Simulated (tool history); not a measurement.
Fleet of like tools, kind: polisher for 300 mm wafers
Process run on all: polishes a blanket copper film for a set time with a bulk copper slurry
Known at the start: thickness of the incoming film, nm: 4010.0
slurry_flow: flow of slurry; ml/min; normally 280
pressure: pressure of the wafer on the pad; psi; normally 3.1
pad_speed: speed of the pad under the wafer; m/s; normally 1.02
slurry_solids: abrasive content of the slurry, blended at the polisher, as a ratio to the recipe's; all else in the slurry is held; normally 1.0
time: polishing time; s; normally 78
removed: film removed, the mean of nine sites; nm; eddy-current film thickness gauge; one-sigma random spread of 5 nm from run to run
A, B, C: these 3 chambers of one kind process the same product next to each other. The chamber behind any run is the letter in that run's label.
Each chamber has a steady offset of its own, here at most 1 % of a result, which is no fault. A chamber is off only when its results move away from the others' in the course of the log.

{"day": 0.05, "done": "chamber A: worn pad replaced by a new one"}
{"run": "1C", "day": 0.096, "slurry_flow": 280, "pressure": 3.1, "pad_speed": 1.02, "slurry_solids": 1.0, "time": 78, "removed": 664.77}
{"run": "2B", "day": 0.308, "slurry_flow": 280, "pressure": 3.1, "pad_speed": 1.02, "slurry_solids": 1.0, "time": 78, "removed": 664.83}
{"run": "3A", "day": 0.467, "slurry_flow": 280, "pressure": 3.1, "pad_speed": 1.02, "slurry_solids": 1.0, "time": 78, "removed": 676.66}
{"run": "4B", "day": 0.592, "slurry_flow": 280, "pressure": 3.1, "pad_speed": 1.02, "slurry_solids": 1.0, "time": 78, "removed": 663.94}
{"run": "5A", "day": 0.733, "slurry_flow": 280, "pressure": 3.1, "pad_speed": 1.02, "slurry_solids": 1.0, "time": 66, "removed": 573.44}
{"run": "6C", "day": 0.929, "slurry_flow": 280, "pressure": 3.1, "pad_speed": 1.02, "slurry_solids": 1.0, "time": 66, "removed": 555.61}
{"run": "7C", "day": 1.071, "slurry_flow": 280, "pressure": 3.1, "pad_speed": 1.02, "slurry_solids": 1.0, "time": 66, "removed": 561.01}
{"run": "8A", "day": 1.254, "slurry_flow": 365, "pressure": 3.1, "pad_speed": 1.02, "slurry_solids": 1.0, "time": 78, "removed": 680.76}
{"run": "9B", "day": 1.408, "slurry_flow": 365, "pressure": 3.1, "pad_speed": 1.02, "slurry_solids": 1.0, "time": 78, "removed": 685.65}
{"run": "10B", "day": 1.554, "slurry_flow": 365, "pressure": 3.1, "pad_speed": 1.02, "slurry_solids": 1.0, "time": 78, "removed": 687.92}
{"run": "11C", "day": 1.758, "slurry_flow": 280, "pressure": 3.1, "pad_speed": 1.02, "slurry_solids": 1.0, "time": 101, "removed": 854.01}
{"run": "12A", "day": 1.933, "slurry_flow": 280, "pressure": 3.1, "pad_speed": 1.02, "slurry_solids": 1.0, "time": 101, "removed": 878.11}
{"run": "13C", "day": 2.033, "slurry_flow": 280, "pressure": 3.1, "pad_speed": 1.02, "slurry_solids": 1.0, "time": 101, "removed": 858.19}
{"run": "14A", "day": 2.196, "slurry_flow": 280, "pressure": 4.0, "pad_speed": 1.02, "slurry_solids": 1.0, "time": 92, "removed": 1013.3}
{"day": 2.338, "done": "chamber C: worn pad replaced by a new one"}
{"run": "15B", "day": 2.404, "slurry_flow": 280, "pressure": 4.0, "pad_speed": 1.02, "slurry_solids": 1.0, "time": 92, "removed": 1009.3}
{"day": 2.412, "done": "chamber A: worn pad replaced by a new one"}
{"day": 2.5, "done": "chamber B: worn pad replaced by a new one"}
{"run": "16A", "day": 2.604, "slurry_flow": 280, "pressure": 4.0, "pad_speed": 1.02, "slurry_solids": 1.0, "time": 92, "removed": 1020.4}
{"run": "17C", "day": 2.796, "slurry_flow": 280, "pressure": 3.1, "pad_speed": 1.02, "slurry_solids": 1.0, "time": 78, "removed": 652.72}
{"run": "18B", "day": 2.9, "slurry_flow": 280, "pressure": 3.1, "pad_speed": 1.02, "slurry_solids": 1.0, "time": 78, "removed": 662.87}
{"run": "19B", "day": 3.1, "slurry_flow": 280, "pressure": 3.1, "pad_speed": 1.02, "slurry_solids": 1.0, "time": 78, "removed": 659.12}
{"day": 3.179, "done": "chamber B: slurry blender recalibrated"}
{"run": "20C", "day": 3.279, "slurry_flow": 280, "pressure": 3.1, "pad_speed": 1.02, "slurry_solids": 1.0, "time": 78, "removed": 665.85}
{"run": "21A", "day": 3.433, "slurry_flow": 280, "pressure": 3.1, "pad_speed": 1.02, "slurry_solids": 1.0, "time": 78, "removed": 663.51}
{"run": "22A", "day": 3.617, "slurry_flow": 280, "pressure": 3.6, "pad_speed": 1.02, "slurry_solids": 1.0, "time": 78, "removed": 766.85}
{"run": "23B", "day": 3.721, "slurry_flow": 280, "pressure": 3.6, "pad_speed": 1.02, "slurry_solids": 1.0, "time": 78, "removed": 745.1}
{"run": "24C", "day": 3.838, "slurry_flow": 280, "pressure": 3.6, "pad_speed": 1.02, "slurry_solids": 1.0, "time": 78, "removed": 772.14}
{"run": "25C", "day": 4.017, "slurry_flow": 280, "pressure": 3.5, "pad_speed": 1.02, "slurry_solids": 1.0, "time": 78, "removed": 733.64}
{"run": "26A", "day": 4.225, "slurry_flow": 280, "pressure": 3.5, "pad_speed": 1.02, "slurry_solids": 1.0, "time": 78, "removed": 751.66}
{"day": 4.333, "done": "chamber C: worn pad replaced by a new one"}
{"run": "27B", "day": 4.425, "slurry_flow": 280, "pressure": 3.5, "pad_speed": 1.02, "slurry_solids": 1.0, "time": 78, "removed": 722.47}
{"day": 4.488, "done": "chamber A: slurry blender recalibrated"}
{"run": "28C", "day": 4.633, "slurry_flow": 280, "pressure": 3.1, "pad_speed": 1.02, "slurry_solids": 1.0, "time": 78, "removed": 663.48}
{"run": "29A", "day": 4.729, "slurry_flow": 280, "pressure": 3.1, "pad_speed": 1.02, "slurry_solids": 1.0, "time": 78, "removed": 678.82}
{"run": "30B", "day": 4.888, "slurry_flow": 280, "pressure": 3.1, "pad_speed": 1.02, "slurry_solids": 1.0, "time": 78, "removed": 637.01}
{"day": 4.979, "done": "chamber A: worn pad replaced by a new one"}
{"run": "31A", "day": 4.992, "slurry_flow": 280, "pressure": 3.1, "pad_speed": 1.02, "slurry_solids": 1.0, "time": 78, "removed": 669.3}
{"run": "32B", "day": 5.188, "slurry_flow": 280, "pressure": 3.1, "pad_speed": 1.02, "slurry_solids": 1.0, "time": 78, "removed": 627.49}
{"run": "33C", "day": 5.288, "slurry_flow": 280, "pressure": 3.1, "pad_speed": 1.02, "slurry_solids": 1.0, "time": 78, "removed": 664.93}
{"run": "34A", "day": 5.488, "slurry_flow": 280, "pressure": 3.1, "pad_speed": 1.02, "slurry_solids": 1.0, "time": 78, "removed": 676.77}
{"run": "35C", "day": 5.65, "slurry_flow": 280, "pressure": 3.1, "pad_speed": 1.02, "slurry_solids": 1.0, "time": 78, "removed": 658.32}
{"run": "36B", "day": 5.758, "slurry_flow": 280, "pressure": 3.1, "pad_speed": 1.02, "slurry_solids": 1.0, "time": 78, "removed": 606.81}
{"run": "37B", "day": 5.854, "slurry_flow": 280, "pressure": 3.1, "pad_speed": 1.02, "slurry_solids": 1.0, "time": 78, "removed": 619.76}
{"run": "38A", "day": 5.954, "slurry_flow": 280, "pressure": 3.1, "pad_speed": 1.02, "slurry_solids": 1.0, "time": 78, "removed": 669.43}
{"run": "39C", "day": 6.092, "slurry_flow": 280, "pressure": 3.1, "pad_speed": 1.02, "slurry_solids": 1.0, "time": 78, "removed": 666.73}
{"run": "40A", "day": 6.258, "slurry_flow": 280, "pressure": 3.1, "pad_speed": 1.02, "slurry_solids": 1.0, "time": 78, "removed": 664.57}
{"day": 6.275, "done": "chamber C: worn pad replaced by a new one"}
{"run": "41B", "day": 6.446, "slurry_flow": 280, "pressure": 3.1, "pad_speed": 1.02, "slurry_solids": 1.0, "time": 78, "removed": 616.5}
{"run": "42C", "day": 6.625, "slurry_flow": 280, "pressure": 3.1, "pad_speed": 1.02, "slurry_solids": 1.0, "time": 78, "removed": 657.94}

Each of the 3 chambers runs these same settings next. Fill in every chamber's results:
{"run": "43A", "day": 6.775, "slurry_flow": 280, "pressure": 3.1, "pad_speed": 1.02, "slurry_solids": 0.7, "time": 78, "removed": "?"}
{"run": "43B", "day": 6.775, "slurry_flow": 280, "pressure": 3.1, "pad_speed": 1.02, "slurry_solids": 0.7, "time": 78, "removed": "?"}
{"run": "43C", "day": 6.775, "slurry_flow": 280, "pressure": 3.1, "pad_speed": 1.02, "slurry_solids": 0.7, "time": 78, "removed": "?"}

run=43A removed=617.14
run=43B removed=549.00
run=43C removed=617.51
